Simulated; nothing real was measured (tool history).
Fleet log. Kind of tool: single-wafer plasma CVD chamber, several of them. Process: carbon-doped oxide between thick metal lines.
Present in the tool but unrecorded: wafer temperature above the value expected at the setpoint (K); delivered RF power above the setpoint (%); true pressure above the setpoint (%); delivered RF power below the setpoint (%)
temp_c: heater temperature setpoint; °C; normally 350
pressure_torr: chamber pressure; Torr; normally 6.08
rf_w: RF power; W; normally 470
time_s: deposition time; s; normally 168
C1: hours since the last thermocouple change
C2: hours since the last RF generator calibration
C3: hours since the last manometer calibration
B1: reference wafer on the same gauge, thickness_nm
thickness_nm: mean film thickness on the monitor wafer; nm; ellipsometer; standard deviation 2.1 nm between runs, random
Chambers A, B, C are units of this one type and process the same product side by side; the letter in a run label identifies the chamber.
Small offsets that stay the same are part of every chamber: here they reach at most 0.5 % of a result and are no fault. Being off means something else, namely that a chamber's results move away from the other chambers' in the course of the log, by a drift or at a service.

{"run": "1A", "hour": 8.7, "temp_c": 350, "pressure_torr": 6.08, "rf_w": 470, "time_s": 168, "C1": 64.1, "C2": 69.5, "C3": 1311, "B1": 928.06, "thickness_nm": 835.79}
{"run": "2C", "hour": 18.5, "temp_c": 350, "pressure_torr": 6.08, "rf_w": 470, "time_s": 168, "C1": 488.6, "C2": 360.1, "C3": 2462.4, "B1": 927.53, "thickness_nm": 837.05}
{"hour": 20.6, "done": "chamber C: capacitance manometer re-zeroed and calibrated"}
{"run": "3B", "hour": 29.9, "temp_c": 350, "pressure_torr": 6.08, "rf_w": 470, "time_s": 168, "C1": 1022.7, "C2": 1538.4, "C3": 870.5, "B1": 927.9, "thickness_nm": 829.85}
{"run": "4C", "hour": 38.0, "temp_c": 350, "pressure_torr": 6.08, "rf_w": 470, "time_s": 168, "C1": 508.1, "C2": 379.6, "C3": 17.4, "B1": 927.49, "thickness_nm": 838.07}
{"run": "5A", "hour": 50.7, "temp_c": 350, "pressure_torr": 6.08, "rf_w": 470, "time_s": 143, "C1": 106.1, "C2": 111.5, "C3": 1353, "B1": 928.5, "thickness_nm": 709.79}
{"run": "6B", "hour": 61.3, "temp_c": 350, "pressure_torr": 6.08, "rf_w": 470, "time_s": 143, "C1": 1054.1, "C2": 1569.8, "C3": 901.9, "B1": 928.62, "thickness_nm": 707.87}
{"run": "7B", "hour": 72.6, "temp_c": 350, "pressure_torr": 6.08, "rf_w": 470, "time_s": 143, "C1": 1065.4, "C2": 1581.1, "C3": 913.2, "B1": 928.44, "thickness_nm": 709.27}
{"run": "8A", "hour": 78.7, "temp_c": 350, "pressure_torr": 6.08, "rf_w": 470, "time_s": 168, "C1": 134.1, "C2": 139.5, "C3": 1381, "B1": 928.17, "thickness_nm": 836.81}
{"hour": 84.5, "done": "chamber B: RF generator calibrated"}
{"run": "9C", "hour": 84.6, "temp_c": 350, "pressure_torr": 6.08, "rf_w": 470, "time_s": 168, "C1": 554.7, "C2": 426.2, "C3": 64, "B1": 927.98, "thickness_nm": 833.67}
{"run": "10C", "hour": 96.7, "temp_c": 350, "pressure_torr": 6.08, "rf_w": 470, "time_s": 168, "C1": 566.8, "C2": 438.3, "C3": 76.1, "B1": 927.57, "thickness_nm": 833.78}
{"run": "11A", "hour": 105.9, "temp_c": 350, "pressure_torr": 6.08, "rf_w": 470, "time_s": 168, "C1": 161.3, "C2": 166.7, "C3": 1408.2, "B1": 928.62, "thickness_nm": 834.87}
{"run": "12B", "hour": 117.9, "temp_c": 350, "pressure_torr": 6.08, "rf_w": 470, "time_s": 168, "C1": 1110.7, "C2": 33.5, "C3": 958.5, "B1": 928.02, "thickness_nm": 834.91}
{"run": "13B", "hour": 129.2, "temp_c": 350, "pressure_torr": 6.08, "rf_w": 470, "time_s": 168, "C1": 1122, "C2": 44.8, "C3": 969.8, "B1": 928.16, "thickness_nm": 835.52}
{"run": "14C", "hour": 135.4, "temp_c": 350, "pressure_torr": 6.08, "rf_w": 470, "time_s": 168, "C1": 605.5, "C2": 477, "C3": 114.8, "B1": 927.56, "thickness_nm": 827.65}
{"run": "15A", "hour": 142.4, "temp_c": 350, "pressure_torr": 6.08, "rf_w": 470, "time_s": 168, "C1": 197.8, "C2": 203.2, "C3": 1444.7, "B1": 927.73, "thickness_nm": 833.97}
{"run": "16A", "hour": 155.2, "temp_c": 350, "pressure_torr": 6.08, "rf_w": 470, "time_s": 168, "C1": 210.6, "C2": 216, "C3": 1457.5, "B1": 928.04, "thickness_nm": 833.31}
{"run": "17C", "hour": 167.6, "temp_c": 350, "pressure_torr": 6.08, "rf_w": 470, "time_s": 168, "C1": 637.7, "C2": 509.2, "C3": 147, "B1": 927.74, "thickness_nm": 823.7}
{"run": "18B", "hour": 175.4, "temp_c": 350, "pressure_torr": 6.08, "rf_w": 470, "time_s": 168, "C1": 1168.2, "C2": 91, "C3": 1016, "B1": 928.17, "thickness_nm": 831.41}
{"run": "19C", "hour": 186.9, "temp_c": 350, "pressure_torr": 6.08, "rf_w": 470, "time_s": 168, "C1": 657, "C2": 528.5, "C3": 166.3, "B1": 927.7, "thickness_nm": 816.48}
{"run": "20B", "hour": 194.3, "temp_c": 350, "pressure_torr": 6.08, "rf_w": 470, "time_s": 168, "C1": 1187.1, "C2": 109.9, "C3": 1034.9, "B1": 928.16, "thickness_nm": 831.17}
{"run": "21A", "hour": 202.0, "temp_c": 350, "pressure_torr": 6.08, "rf_w": 470, "time_s": 168, "C1": 257.4, "C2": 262.8, "C3": 1504.3, "B1": 928.27, "thickness_nm": 838.18}
{"run": "22B", "hour": 209.4, "temp_c": 350, "pressure_torr": 6.08, "rf_w": 470, "time_s": 168, "C1": 1202.2, "C2": 125, "C3": 1050, "B1": 928.27, "thickness_nm": 829.16}
{"run": "23C", "hour": 216.0, "temp_c": 350, "pressure_torr": 6.08, "rf_w": 470, "time_s": 168, "C1": 686.1, "C2": 557.6, "C3": 195.4, "B1": 928.78, "thickness_nm": 813.42}
{"run": "24A", "hour": 225.6, "temp_c": 350, "pressure_torr": 6.08, "rf_w": 470, "time_s": 168, "C1": 281, "C2": 286.4, "C3": 1527.9, "B1": 928.21, "thickness_nm": 833.02}

Each of the 3 chambers runs these same settings next. Fill in every chamber's results:
{"run": "25A", "hour": 234.7, "temp_c": 350, "pressure_torr": 6.08, "rf_w": 415, "time_s": 168, "thickness_nm": "?"}
{"run": "25B", "hour": 234.7, "temp_c": 350, "pressure_torr": 6.08, "rf_w": 415, "time_s": 168, "thickness_nm": "?"}
{"run": "25C", "hour": 234.7, "temp_c": 350, "pressure_torr": 6.08, "rf_w": 415, "time_s": 168, "thickness_nm": "?"}

run=25A thickness_nm=762.26
run=25B thickness_nm=761.9
run=25C thickness_nm=737.01
